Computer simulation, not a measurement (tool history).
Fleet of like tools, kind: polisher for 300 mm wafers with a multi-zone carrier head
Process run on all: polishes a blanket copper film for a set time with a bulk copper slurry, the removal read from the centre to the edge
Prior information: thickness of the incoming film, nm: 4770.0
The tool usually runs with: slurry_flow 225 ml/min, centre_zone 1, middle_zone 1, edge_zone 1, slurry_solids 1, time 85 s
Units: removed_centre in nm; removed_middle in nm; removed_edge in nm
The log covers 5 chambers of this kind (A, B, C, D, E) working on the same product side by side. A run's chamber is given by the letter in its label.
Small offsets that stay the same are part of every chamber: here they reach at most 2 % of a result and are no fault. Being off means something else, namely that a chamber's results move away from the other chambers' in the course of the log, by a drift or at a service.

| run | hour | slurry_flow | centre_zone | middle_zone | edge_zone | slurry_solids | time | removed_centre | removed_middle | removed_edge |
|---|---|---|---|---|---|---|---|---|---|---|
| 1D | 8.8 | 225 | 1 | 1 | 1 | 1 | 85 | 565.93 | 553.09 | 542.63 |
|  | 12.3 | chamber C: worn pad replaced by a new one |
| 2E | 13.6 | 225 | 1 | 1 | 1 | 1 | 85 | 548.36 | 569.89 | 550.31 |
| 3A | 21.5 | 225 | 1 | 1 | 1 | 1 | 85 | 560.17 | 539.65 | 567.03 |
| 4B | 27.9 | 225 | 1 | 1 | 1 | 1 | 85 | 555.77 | 564.1 | 560.52 |
| 5C | 35.1 | 225 | 1 | 1 | 1 | 1 | 85 | 561.13 | 558.99 | 570.25 |
|  | 39.4 | chamber A: slurry nozzle cleaned |
| 6E | 42.2 | 295 | 0.9 | 1 | 1 | 1 | 85 | 532 | 581.84 | 561.6 |
|  | 49 | chamber D: worn pad replaced by a new one |
| 7C | 49.5 | 295 | 0.9 | 1 | 1 | 1 | 85 | 503.68 | 575.93 | 573.21 |
|  | 55.9 | chamber E: worn pad replaced by a new one |
|  | 57.3 | chamber E: slurry nozzle cleaned |
| 8B | 57.3 | 295 | 0.9 | 1 | 1 | 1 | 85 | 512.6 | 586.31 | 582.99 |
| 9A | 62.6 | 295 | 0.9 | 1 | 1 | 1 | 85 | 511.77 | 578.48 | 573.05 |
| 10D | 67.8 | 295 | 0.9 | 1 | 1 | 1 | 85 | 514.14 | 580.23 | 572.83 |
| 11C | 72.6 | 225 | 1 | 1 | 1 | 1 | 85 | 581.81 | 554.05 | 560.78 |
| 12A | 81.3 | 225 | 1 | 1 | 1 | 1 | 85 | 562.07 | 569.25 | 568.24 |
|  | 82.9 | chamber A: worn pad replaced by a new one |
| 13E | 86.7 | 225 | 1 | 1 | 1 | 1 | 85 | 570.66 | 568.01 | 552.37 |
|  | 90.8 | chamber B: worn pad replaced by a new one |
| 14D | 92.7 | 225 | 1 | 1 | 1 | 1 | 85 | 548.32 | 573.3 | 561.67 |
| 15B | 101.3 | 225 | 1 | 1 | 1 | 1 | 85 | 523.51 | 582.2 | 559.16 |
| 16C | 107.6 | 250 | 1.06 | 1 | 1 | 1 | 85 | 603 | 577.59 | 562.35 |
|  | 111.7 | chamber C: slurry nozzle cleaned |
| 17D | 113.8 | 250 | 1.06 | 1 | 1 | 1 | 85 | 607.07 | 567.41 | 571.25 |
|  | 117.9 | chamber A: centre zone pressure recalibrated |
| 18B | 122.8 | 250 | 1.06 | 1 | 1 | 1 | 85 | 555.67 | 571.16 | 562.34 |
|  | 129.7 | chamber E: edge zone pressure recalibrated |
| 19A | 131.2 | 250 | 1.06 | 1 | 1 | 1 | 85 | 597.95 | 578.09 | 567.26 |
|  | 132.9 | chamber C: worn pad replaced by a new one |
| 20E | 137.6 | 250 | 1.06 | 1 | 1 | 1 | 85 | 594.26 | 569.94 | 548.87 |
| 21A | 142.4 | 225 | 1 | 1 | 1 | 1 | 85 | 555.47 | 559.86 | 555.72 |
| 22C | 147.9 | 225 | 1 | 1 | 1 | 1 | 85 | 565.21 | 555.51 | 563.31 |
| 23D | 151.8 | 185 | 0.92 | 1 | 1 | 1 | 85 | 496.14 | 552.25 | 564.67 |
|  | 158.1 | chamber D: centre zone pressure recalibrated |
| 24E | 160.8 | 185 | 0.92 | 1 | 1 | 1 | 85 | 507.67 | 542.64 | 542.48 |
| 25B | 169.8 | 185 | 0.92 | 1 | 1 | 1 | 85 | 444.3 | 543.45 | 547.65 |
|  | 170.4 | chamber E: worn pad replaced by a new one |
| 26A | 175.4 | 185 | 0.92 | 1 | 1 | 1 | 85 | 506.04 | 535.83 | 549.35 |
|  | 180.6 | chamber B: slurry nozzle cleaned |
| 27E | 182.3 | 185 | 0.92 | 1 | 1 | 1 | 85 | 505.14 | 557.46 | 543.06 |
| 28C | 186.8 | 225 | 1 | 1 | 1 | 1 | 85 | 567.76 | 550.96 | 542.28 |
| 29D | 192.2 | 225 | 1 | 1 | 1 | 0.7 | 85 | 523.86 | 525.97 | 521.25 |
| 30B | 196.3 | 225 | 1 | 1 | 1 | 0.7 | 85 | 460.52 | 516.24 | 512.71 |
| 31B | 202.6 | 225 | 1 | 1 | 1 | 0.7 | 85 | 452.03 | 519.08 | 509.66 |
| 32C | 210.4 | 225 | 1 | 1 | 1 | 0.7 | 85 | 518.16 | 519.14 | 531.69 |

Read the log: is a single chamber off, either drifting away or since a service, is the gauge that measures every chamber drifting, or is nothing wrong beyond small per-chamber offsets? Name any odd chamber and what most likely caused it.

Little by little, chamber B moves away from the other chambers.
Most likely cause: centre zone's pressure below its setpoint, % = 10.8.

Chamber B could run next with any of the 4 candidate recipes listed below; each alters the usual settings, and their results appear as question marks. Which one brings its results back in line with what the other chambers deliver on the usual settings?
Allowed miss from the other chambers' usual-settings mean, per result, to count as in line: removed_centre 27 nm; removed_middle 28 nm; removed_edge 27 nm
| 33B-1 | 217 | 210 | 0.83 | 1.04 | 1.06 | 1 | 83 | ? | ? | ? |
| 33B-2 | 217 | 245 | 1.17 | 0.94 | 0.9 | 1 | 89 | ? | ? | ? |
| 33B-3 | 217 | 220 | 0.9 | 1.02 | 1.03 | 1 | 84 | ? | ? | ? |
| 33B-4 | 217 | 230 | 1.1 | 0.98 | 0.97 | 1 | 86 | ? | ? | ? |

On the usual settings, the other chambers give on average: removed_centre 562.96 nm; removed_middle 562.86 nm; removed_edge 558.3 nm
| run | removed_centre | removed_middle | removed_edge |
|---|---|---|---|
| 33B-1 | 383.71 | 567.02 | 555.29 |
| 33B-2 | 619.09 | 564.87 | 555.56 |
| 33B-3 | 429.08 | 567.16 | 556.11 |
| 33B-4 | 554.04 | 562.61 | 554.28 |
It is 33B-4 that realigns the chamber with its peers.

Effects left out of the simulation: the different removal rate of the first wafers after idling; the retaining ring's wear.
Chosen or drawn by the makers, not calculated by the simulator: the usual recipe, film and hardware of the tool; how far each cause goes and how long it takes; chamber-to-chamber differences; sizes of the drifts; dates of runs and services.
